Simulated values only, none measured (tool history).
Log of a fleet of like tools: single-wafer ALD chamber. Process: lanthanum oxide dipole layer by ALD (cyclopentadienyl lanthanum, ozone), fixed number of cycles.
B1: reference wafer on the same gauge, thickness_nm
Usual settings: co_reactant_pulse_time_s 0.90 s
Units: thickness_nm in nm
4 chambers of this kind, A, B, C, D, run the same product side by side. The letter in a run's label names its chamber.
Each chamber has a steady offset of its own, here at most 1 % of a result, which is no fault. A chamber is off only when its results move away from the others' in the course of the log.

{"run": "1B", "day": 0.129, "co_reactant_pulse_time_s": 0.9, "B1": 0.4251, "thickness_nm": 0.48201}
{"run": "2A", "day": 0.354, "co_reactant_pulse_time_s": 0.9, "B1": 0.42471, "thickness_nm": 0.48325}
{"run": "3D", "day": 0.521, "co_reactant_pulse_time_s": 0.9, "B1": 0.42536, "thickness_nm": 0.48598}
{"run": "4C", "day": 0.688, "co_reactant_pulse_time_s": 0.9, "B1": 0.42526, "thickness_nm": 0.48113}
{"run": "5B", "day": 0.862, "co_reactant_pulse_time_s": 0.9, "B1": 0.42443, "thickness_nm": 0.48475}
{"run": "6A", "day": 1.058, "co_reactant_pulse_time_s": 0.9, "B1": 0.42465, "thickness_nm": 0.48181}
{"run": "7D", "day": 1.192, "co_reactant_pulse_time_s": 0.58, "B1": 0.42508, "thickness_nm": 0.39814}
{"run": "8C", "day": 1.346, "co_reactant_pulse_time_s": 0.58, "B1": 0.42474, "thickness_nm": 0.39538}
{"run": "9D", "day": 1.508, "co_reactant_pulse_time_s": 0.58, "B1": 0.42484, "thickness_nm": 0.39966}
{"run": "10A", "day": 1.65, "co_reactant_pulse_time_s": 0.58, "B1": 0.42487, "thickness_nm": 0.39957}
{"run": "11B", "day": 1.888, "co_reactant_pulse_time_s": 1.04, "B1": 0.4251, "thickness_nm": 0.50877}
{"run": "12C", "day": 2.129, "co_reactant_pulse_time_s": 1.04, "B1": 0.42451, "thickness_nm": 0.50562}
{"run": "13A", "day": 2.354, "co_reactant_pulse_time_s": 1.04, "B1": 0.42483, "thickness_nm": 0.51028}
{"run": "14B", "day": 2.5, "co_reactant_pulse_time_s": 1.04, "B1": 0.4249, "thickness_nm": 0.50403}
{"run": "15C", "day": 2.775, "co_reactant_pulse_time_s": 0.9, "B1": 0.42515, "thickness_nm": 0.47748}
{"run": "16D", "day": 2.917, "co_reactant_pulse_time_s": 0.9, "B1": 0.42517, "thickness_nm": 0.48476}
{"run": "17A", "day": 3.162, "co_reactant_pulse_time_s": 0.9, "B1": 0.42492, "thickness_nm": 0.48438}
{"run": "18D", "day": 3.358, "co_reactant_pulse_time_s": 0.9, "B1": 0.42476, "thickness_nm": 0.48529}
{"run": "19C", "day": 3.629, "co_reactant_pulse_time_s": 0.9, "B1": 0.4247, "thickness_nm": 0.48104}
{"run": "20B", "day": 3.758, "co_reactant_pulse_time_s": 0.9, "B1": 0.42496, "thickness_nm": 0.47813}
{"run": "21D", "day": 4.046, "co_reactant_pulse_time_s": 0.9, "B1": 0.42498, "thickness_nm": 0.48499}
{"run": "22B", "day": 4.179, "co_reactant_pulse_time_s": 0.9, "B1": 0.42517, "thickness_nm": 0.47414}
{"run": "23A", "day": 4.338, "co_reactant_pulse_time_s": 0.9, "B1": 0.42523, "thickness_nm": 0.48402}
{"run": "24C", "day": 4.479, "co_reactant_pulse_time_s": 0.9, "B1": 0.42515, "thickness_nm": 0.47886}
{"run": "25A", "day": 4.608, "co_reactant_pulse_time_s": 0.9, "B1": 0.42484, "thickness_nm": 0.48563}
{"run": "26D", "day": 4.8, "co_reactant_pulse_time_s": 1.2, "B1": 0.42517, "thickness_nm": 0.53307}
{"run": "27C", "day": 5.058, "co_reactant_pulse_time_s": 1.2, "B1": 0.42518, "thickness_nm": 0.52268}
{"run": "28B", "day": 5.321, "co_reactant_pulse_time_s": 1.2, "B1": 0.42512, "thickness_nm": 0.51742}
{"run": "29A", "day": 5.6, "co_reactant_pulse_time_s": 1.2, "B1": 0.42507, "thickness_nm": 0.52647}
{"run": "30C", "day": 5.808, "co_reactant_pulse_time_s": 0.9, "B1": 0.42514, "thickness_nm": 0.47827}
{"run": "31D", "day": 5.946, "co_reactant_pulse_time_s": 0.9, "B1": 0.42522, "thickness_nm": 0.48556}
{"run": "32B", "day": 6.212, "co_reactant_pulse_time_s": 0.9, "B1": 0.4247, "thickness_nm": 0.46544}
{"run": "33B", "day": 6.438, "co_reactant_pulse_time_s": 0.9, "B1": 0.42542, "thickness_nm": 0.46741}
{"run": "34C", "day": 6.725, "co_reactant_pulse_time_s": 0.9, "B1": 0.42509, "thickness_nm": 0.48049}
{"run": "35D", "day": 6.958, "co_reactant_pulse_time_s": 0.9, "B1": 0.42483, "thickness_nm": 0.48854}
{"run": "36A", "day": 7.1, "co_reactant_pulse_time_s": 0.9, "B1": 0.42492, "thickness_nm": 0.48403}
{"run": "37D", "day": 7.262, "co_reactant_pulse_time_s": 1.15, "B1": 0.42491, "thickness_nm": 0.52304}
{"run": "38A", "day": 7.412, "co_reactant_pulse_time_s": 1.15, "B1": 0.42486, "thickness_nm": 0.52118}

Is one chamber off against the others, does the gauge drift, or is nothing wrong? If a chamber is off, say which, and what the likeliest cause is.

Chamber B drifts away from the others.
Cause: ozone dose below that of a generator just serviced (%) = 12.4.

Here are 4 candidates for chamber B's next run, each the usual settings with a change, their results left as question marks. Which one brings its results back in line with what the others give on the usual settings?
In line means no further than this from the other chambers' mean on the usual settings: thickness_nm 0.00630 nm
{"run": "39B-1", "day": 7.617, "co_reactant_pulse_time_s": 0.85, "thickness_nm": "?"}
{"run": "39B-2", "day": 7.617, "co_reactant_pulse_time_s": 0.81, "thickness_nm": "?"}
{"run": "39B-3", "day": 7.617, "co_reactant_pulse_time_s": 0.95, "thickness_nm": "?"}
{"run": "39B-4", "day": 7.617, "co_reactant_pulse_time_s": 1.01, "thickness_nm": "?"}

The other chambers' mean on the usual settings: thickness_nm 0.48343 nm
run=39B-1 thickness_nm=0.44785
run=39B-2 thickness_nm=0.43819
run=39B-3 thickness_nm=0.46922
run=39B-4 thickness_nm=0.48033
39B-4 brings the chamber back in line.

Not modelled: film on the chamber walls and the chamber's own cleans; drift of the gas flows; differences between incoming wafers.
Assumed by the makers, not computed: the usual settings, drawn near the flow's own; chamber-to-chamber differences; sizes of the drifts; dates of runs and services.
